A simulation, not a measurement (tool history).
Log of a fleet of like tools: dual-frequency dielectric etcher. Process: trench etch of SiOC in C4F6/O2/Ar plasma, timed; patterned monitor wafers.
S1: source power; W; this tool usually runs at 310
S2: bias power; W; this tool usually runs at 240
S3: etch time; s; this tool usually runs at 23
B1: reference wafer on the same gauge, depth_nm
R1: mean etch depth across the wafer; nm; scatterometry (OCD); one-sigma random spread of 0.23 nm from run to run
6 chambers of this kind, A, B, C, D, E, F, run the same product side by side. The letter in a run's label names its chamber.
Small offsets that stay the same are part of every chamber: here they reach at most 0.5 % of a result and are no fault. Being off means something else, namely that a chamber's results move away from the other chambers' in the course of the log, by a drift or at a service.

{"run": "1D", "hour": 3.7, "S1": 310, "S2": 240, "S3": 23, "B1": 44.793, "R1": 47.662}
{"run": "2E", "hour": 7.4, "S1": 310, "S2": 240, "S3": 23, "B1": 44.835, "R1": 47.434}
{"run": "3A", "hour": 13.3, "S1": 310, "S2": 240, "S3": 23, "B1": 44.815, "R1": 47.298}
{"run": "4F", "hour": 20.6, "S1": 310, "S2": 240, "S3": 23, "B1": 44.781, "R1": 47.602}
{"run": "5B", "hour": 27.5, "S1": 310, "S2": 240, "S3": 23, "B1": 44.842, "R1": 47.689}
{"run": "6C", "hour": 33.4, "S1": 310, "S2": 240, "S3": 23, "B1": 44.775, "R1": 47.418}
{"run": "7F", "hour": 40.6, "S1": 310, "S2": 240, "S3": 23, "B1": 44.84, "R1": 48.028}
{"run": "8B", "hour": 46.1, "S1": 310, "S2": 240, "S3": 23, "B1": 44.846, "R1": 47.311}
{"hour": 49.0, "done": "chamber C: bias power generator calibrated"}
{"run": "9A", "hour": 50.6, "S1": 380, "S2": 240, "S3": 19.5, "B1": 44.828, "R1": 43.697}
{"run": "10D", "hour": 54.3, "S1": 380, "S2": 240, "S3": 19.5, "B1": 44.793, "R1": 43.542}
{"run": "11C", "hour": 59.1, "S1": 380, "S2": 240, "S3": 19.5, "B1": 44.85, "R1": 43.242}
{"run": "12E", "hour": 62.6, "S1": 380, "S2": 240, "S3": 19.5, "B1": 44.818, "R1": 43.822}
{"run": "13B", "hour": 69.2, "S1": 380, "S2": 240, "S3": 19.5, "B1": 44.802, "R1": 43.699}
{"run": "14E", "hour": 72.6, "S1": 380, "S2": 240, "S3": 19.5, "B1": 44.768, "R1": 43.775}
{"run": "15F", "hour": 76.7, "S1": 310, "S2": 240, "S3": 23, "B1": 44.827, "R1": 48.321}
{"run": "16C", "hour": 82.5, "S1": 310, "S2": 240, "S3": 23, "B1": 44.714, "R1": 47.214}
{"run": "17D", "hour": 89.9, "S1": 310, "S2": 240, "S3": 23, "B1": 44.79, "R1": 47.717}
{"run": "18A", "hour": 96.5, "S1": 310, "S2": 220, "S3": 23, "B1": 44.758, "R1": 46.624}
{"run": "19D", "hour": 103.0, "S1": 310, "S2": 220, "S3": 23, "B1": 44.779, "R1": 46.391}
{"run": "20A", "hour": 107.0, "S1": 310, "S2": 220, "S3": 23, "B1": 44.821, "R1": 46.395}
{"hour": 109.9, "done": "chamber C: wet clean of the chamber"}
{"run": "21C", "hour": 111.5, "S1": 310, "S2": 220, "S3": 23, "B1": 44.755, "R1": 46.238}
{"run": "22B", "hour": 116.3, "S1": 310, "S2": 220, "S3": 23, "B1": 44.77, "R1": 45.775}
{"run": "23E", "hour": 123.7, "S1": 310, "S2": 220, "S3": 23, "B1": 44.772, "R1": 46.418}
{"run": "24F", "hour": 130.5, "S1": 310, "S2": 240, "S3": 23, "B1": 44.783, "R1": 48.281}
{"run": "25B", "hour": 136.4, "S1": 310, "S2": 240, "S3": 23, "B1": 44.804, "R1": 46.994}
{"run": "26D", "hour": 142.1, "S1": 250, "S2": 240, "S3": 23, "B1": 44.849, "R1": 44.093}
{"run": "27E", "hour": 146.8, "S1": 250, "S2": 240, "S3": 23, "B1": 44.848, "R1": 43.673}
{"hour": 149.4, "done": "chamber F: wet clean of the chamber"}
{"run": "28C", "hour": 150.6, "S1": 250, "S2": 240, "S3": 23, "B1": 44.796, "R1": 43.309}
{"run": "29A", "hour": 158.2, "S1": 250, "S2": 240, "S3": 23, "B1": 44.826, "R1": 44.175}
{"run": "30F", "hour": 165.3, "S1": 250, "S2": 240, "S3": 23, "B1": 44.814, "R1": 43.829}
{"run": "31B", "hour": 172.7, "S1": 250, "S2": 240, "S3": 23, "B1": 44.782, "R1": 42.699}
{"run": "32C", "hour": 179.0, "S1": 310, "S2": 240, "S3": 23, "B1": 44.795, "R1": 47.593}
{"run": "33D", "hour": 184.5, "S1": 310, "S2": 240, "S3": 23, "B1": 44.793, "R1": 48.037}
{"run": "34A", "hour": 191.4, "S1": 380, "S2": 276, "S3": 23, "B1": 44.83, "R1": 54.27}
{"hour": 193.4, "done": "chamber C: source power generator calibrated"}
{"hour": 197.6, "done": "chamber A: bias power generator calibrated"}
{"run": "35F", "hour": 198.6, "S1": 380, "S2": 276, "S3": 23, "B1": 44.78, "R1": 54.159}
{"run": "36E", "hour": 202.6, "S1": 380, "S2": 276, "S3": 23, "B1": 44.836, "R1": 53.602}
{"run": "37A", "hour": 207.2, "S1": 380, "S2": 276, "S3": 23, "B1": 44.776, "R1": 54.023}
{"run": "38E", "hour": 211.9, "S1": 380, "S2": 276, "S3": 23, "B1": 44.815, "R1": 53.861}
{"run": "39D", "hour": 217.4, "S1": 380, "S2": 276, "S3": 23, "B1": 44.794, "R1": 54.111}
{"run": "40C", "hour": 222.2, "S1": 310, "S2": 240, "S3": 23, "B1": 44.807, "R1": 47.028}
{"run": "41F", "hour": 225.6, "S1": 310, "S2": 240, "S3": 23, "B1": 44.79, "R1": 47.745}
{"run": "42B", "hour": 231.0, "S1": 310, "S2": 240, "S3": 23, "B1": 44.779, "R1": 46.291}
{"run": "43A", "hour": 238.5, "S1": 310, "S2": 282, "S3": 23, "B1": 44.749, "R1": 50.759}
{"run": "44D", "hour": 243.7, "S1": 310, "S2": 282, "S3": 23, "B1": 44.74, "R1": 50.36}

One chamber off, gauge drift, or nothing amiss beyond the chambers' own small offsets? If it is a chamber, which one, and what is the likeliest cause?

Little by little, chamber B moves away from the other chambers.
Most likely cause: etch rate under this chamber's usual, % = 3.48.

Which of the 4 candidates below, each the usual settings with something changed and its results left as question marks, puts chamber B back in line with what the other chambers give on the usual settings?
Maximum distance from the other chambers' mean on the usual settings for a result to count as in line: R1 0.8 nm
{"run": "45B-1", "hour": 249.2, "S1": 320, "S2": 240, "S3": 24.5, "R1": "?"}
{"run": "45B-2", "hour": 249.2, "S1": 310, "S2": 240, "S3": 21.5, "R1": "?"}
{"run": "45B-3", "hour": 249.2, "S1": 310, "S2": 240, "S3": 22, "R1": "?"}
{"run": "45B-4", "hour": 249.2, "S1": 310, "S2": 242, "S3": 24, "R1": "?"}

What the other chambers average on the usual settings: R1 47.7 nm
run=45B-1 R1=49.543
run=45B-2 R1=42.946
run=45B-3 R1=43.945
run=45B-4 R1=48.077
With 45B-4, the chamber falls back in line with the rest.
